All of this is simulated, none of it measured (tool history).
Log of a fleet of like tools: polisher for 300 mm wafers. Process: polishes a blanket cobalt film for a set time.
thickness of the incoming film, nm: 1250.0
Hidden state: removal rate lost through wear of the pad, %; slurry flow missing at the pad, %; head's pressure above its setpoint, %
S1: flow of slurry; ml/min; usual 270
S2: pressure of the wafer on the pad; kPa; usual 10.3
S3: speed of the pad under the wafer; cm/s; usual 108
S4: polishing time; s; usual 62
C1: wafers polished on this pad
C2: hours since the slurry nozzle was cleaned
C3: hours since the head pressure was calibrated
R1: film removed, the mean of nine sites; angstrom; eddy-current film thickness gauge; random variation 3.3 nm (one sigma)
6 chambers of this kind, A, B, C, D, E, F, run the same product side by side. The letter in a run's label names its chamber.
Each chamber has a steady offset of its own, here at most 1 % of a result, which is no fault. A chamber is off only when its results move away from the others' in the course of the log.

At day 0.183: chamber F: worn pad replaced by a new one.
Run 1F, day 0.246: usual settings; C1 12; C2 272.5; C3 589.0. Result: R1 2421.3 angstrom.
At day 0.250: chamber D: worn pad replaced by a new one.
Run 2A, day 0.529: usual settings; C1 717; C2 253.0; C3 330.4. Result: R1 2401.9 angstrom.
Run 3E, day 0.854: usual settings; C1 570; C2 159.8; C3 327.9. Result: R1 2470.4 angstrom.
At day 1.267: chamber B: worn pad replaced by a new one.
Run 4C, day 1.275: usual settings; C1 325; C2 99.3; C3 648.3. Result: R1 2423.3 angstrom.
At day 1.333: chamber E: worn pad replaced by a new one.
Run 5B, day 1.696: usual settings; C1 87; C2 237.2; C3 61.0. Result: R1 2445.3 angstrom.
Run 6D, day 1.946: usual settings; C1 344; C2 134.2; C3 253.6. Result: R1 2461.8 angstrom.
Run 7E, day 2.217: usual settings; C1 179; C2 192.5; C3 360.6. Result: R1 2451.0 angstrom.
At day 2.333: chamber B: slurry nozzle cleaned.
Run 8B, day 2.458: usual settings; C1 242; C2 3.1; C3 79.3. Result: R1 2422.3 angstrom.
Run 9C, day 2.692: usual settings; C1 613; C2 133.3; C3 682.3. Result: R1 2502.2 angstrom.
Run 10A, day 3.075: usual settings; C1 1234; C2 314.1; C3 391.5. Result: R1 2449.5 angstrom.
Run 11D, day 3.496: usual settings; C1 659; C2 171.4; C3 290.8. Result: R1 2412.2 angstrom.
Run 12F, day 3.917: usual settings; C1 757; C2 360.6; C3 677.1. Result: R1 2416.5 angstrom.
At day 3.958: chamber F: worn pad replaced by a new one.
At day 4.071: chamber F: head pressure recalibrated.
At day 4.108: chamber C: worn pad replaced by a new one.
Run 13A, day 4.308: usual settings; C1 1484; C2 343.7; C3 421.1. Result: R1 2437.6 angstrom.
At day 4.358: chamber E: worn pad replaced by a new one.
Run 14D, day 4.671: usual settings; C1 897; C2 199.6; C3 319.0. Result: R1 2421.6 angstrom.
At day 4.975: chamber D: head pressure recalibrated.
At day 5.150: chamber B: worn pad replaced by a new one.
Run 15E, day 5.158: usual settings but S4 41 s; C1 162; C2 263.1; C3 431.2. Result: R1 1590.3 angstrom.
Run 16B, day 5.483: usual settings but S4 41 s; C1 68; C2 75.7; C3 151.9. Result: R1 1628.7 angstrom.
At day 5.733: chamber D: worn pad replaced by a new one.
Run 17F, day 5.808: usual settings but S4 41 s; C1 375; C2 406.0; C3 41.8. Result: R1 1604.8 angstrom.
Run 18C, day 6.029: usual settings but S4 41 s; C1 390; C2 213.4; C3 762.4. Result: R1 1652.9 angstrom.
Run 19B, day 6.488: usual settings but S4 41 s; C1 272; C2 99.8; C3 176.0. Result: R1 1675.5 angstrom.
Run 20C, day 6.938: usual settings but S4 41 s; C1 574; C2 235.2; C3 784.2. Result: R1 1640.6 angstrom.
Run 21E, day 7.188: usual settings; C1 574; C2 311.8; C3 479.9. Result: R1 2507.8 angstrom.
At day 7.362: chamber E: worn pad replaced by a new one.
At day 7.554: chamber E: head pressure recalibrated.
Run 22D, day 7.571: usual settings; C1 373; C2 269.2; C3 62.4. Result: R1 2426.4 angstrom.
At day 7.692: chamber F: worn pad replaced by a new one.
At day 7.725: chamber F: slurry nozzle cleaned.
Run 23A, day 7.900: usual settings; C1 2213; C2 429.9; C3 507.3. Result: R1 2295.4 angstrom.
Run 24F, day 8.217: usual settings; C1 107; C2 11.8; C3 99.6. Result: R1 2434.2 angstrom.
Run 25D, day 8.521: usual settings; C1 565; C2 292.0; C3 85.2. Result: R1 2416.1 angstrom.
Run 26B, day 8.788: usual settings; C1 738; C2 155.0; C3 231.2. Result: R1 2485.0 angstrom.
At day 9.258: chamber B: worn pad replaced by a new one.
Run 27A, day 9.275: usual settings; C1 2492; C2 462.9; C3 540.3. Result: R1 2230.6 angstrom.
At day 9.567: chamber C: worn pad replaced by a new one.
Run 28F, day 9.588: usual settings; C1 385; C2 44.7; C3 132.5. Result: R1 2393.5 angstrom.
Run 29C, day 9.900: usual settings; C1 67; C2 306.3; C3 855.3. Result: R1 2451.4 angstrom.
Run 30E, day 10.388: usual settings but S2 8.3 kPa; C1 613; C2 388.6; C3 68.1. Result: R1 1944.0 angstrom.
At day 10.621: chamber E: worn pad replaced by a new one.
Run 31C, day 10.650: usual settings but S2 8.3 kPa; C1 220; C2 324.3; C3 873.3. Result: R1 1981.6 angstrom.
Run 32E, day 10.871: usual settings but S2 8.3 kPa; C1 51; C2 400.2; C3 79.7. Result: R1 1944.6 angstrom.
At day 11.100: chamber D: worn pad replaced by a new one.
At day 11.100: chamber F: worn pad replaced by a new one.
Run 33A, day 11.158: usual settings but S2 8.3 kPa; C1 2874; C2 508.1; C3 585.5. Result: R1 1754.6 angstrom.
Run 34D, day 11.608: usual settings but S2 8.3 kPa; C1 103; C2 366.1; C3 159.3. Result: R1 1932.7 angstrom.
Run 35F, day 11.862: usual settings but S2 8.3 kPa; C1 155; C2 99.3; C3 187.1. Result: R1 1954.2 angstrom.
Run 36B, day 12.346: usual settings; C1 626; C2 240.4; C3 316.6. Result: R1 2415.8 angstrom.
At day 12.396: chamber A: slurry nozzle cleaned.
At day 12.583: chamber B: worn pad replaced by a new one.
Run 37C, day 12.704: usual settings but S1 230 ml/min; C1 636; C2 373.6; C3 922.6. Result: R1 2426.2 angstrom.
At day 12.742: chamber B: slurry nozzle cleaned.
Run 38E, day 12.971: usual settings but S1 230 ml/min; C1 477; C2 450.6; C3 130.1. Result: R1 2403.4 angstrom.
Run 39B, day 13.196: usual settings but S1 230 ml/min; C1 124; C2 11.0; C3 337.0. Result: R1 2400.2 angstrom.
Run 40F, day 13.633: usual settings but S1 230 ml/min; C1 514; C2 141.8; C3 229.6. Result: R1 2322.1 angstrom.
Run 41A, day 13.967: usual settings but S1 230 ml/min; C1 3444; C2 37.7; C3 652.9. Result: R1 2153.1 angstrom.
Run 42D, day 14.212: usual settings but S1 230 ml/min; C1 632; C2 428.6; C3 221.8. Result: R1 2342.5 angstrom.

What goes on in this fleet: one chamber off, a drifting gauge, or nothing beyond the chambers' own small offsets? Name the chamber and the cause, if any.

Chamber A drifts away from the others.
Cause: removal rate lost through wear of the pad, % = 12.
The log may not tell that from: head's pressure below its setpoint, %.

Here are 4 candidates for chamber A's next run, each the usual settings with a change, their results left as question marks. Which one brings its results back in line with what the others give on the usual settings?
In line means no further than this from the other chambers' mean on the usual settings: R1 120.0 angstrom
Run 43A-1, day 14.567: usual settings but S4 60 s. Result: R1 ?.
Run 43A-2, day 14.567: usual settings but S2 11.0 kPa, S3 114 cm/s. Result: R1 ?.
Run 43A-3, day 14.567: usual settings but S3 102 cm/s, S4 58 s. Result: R1 ?.
Run 43A-4, day 14.567: usual settings but S3 112 cm/s. Result: R1 ?.

The other chambers' mean on the usual settings: R1 2442.4 angstrom
  run      R1
43A-1  2085.3
43A-2  2429.2
43A-3  1903.0
43A-4  2235.3
43A-2 brings the chamber back in line.

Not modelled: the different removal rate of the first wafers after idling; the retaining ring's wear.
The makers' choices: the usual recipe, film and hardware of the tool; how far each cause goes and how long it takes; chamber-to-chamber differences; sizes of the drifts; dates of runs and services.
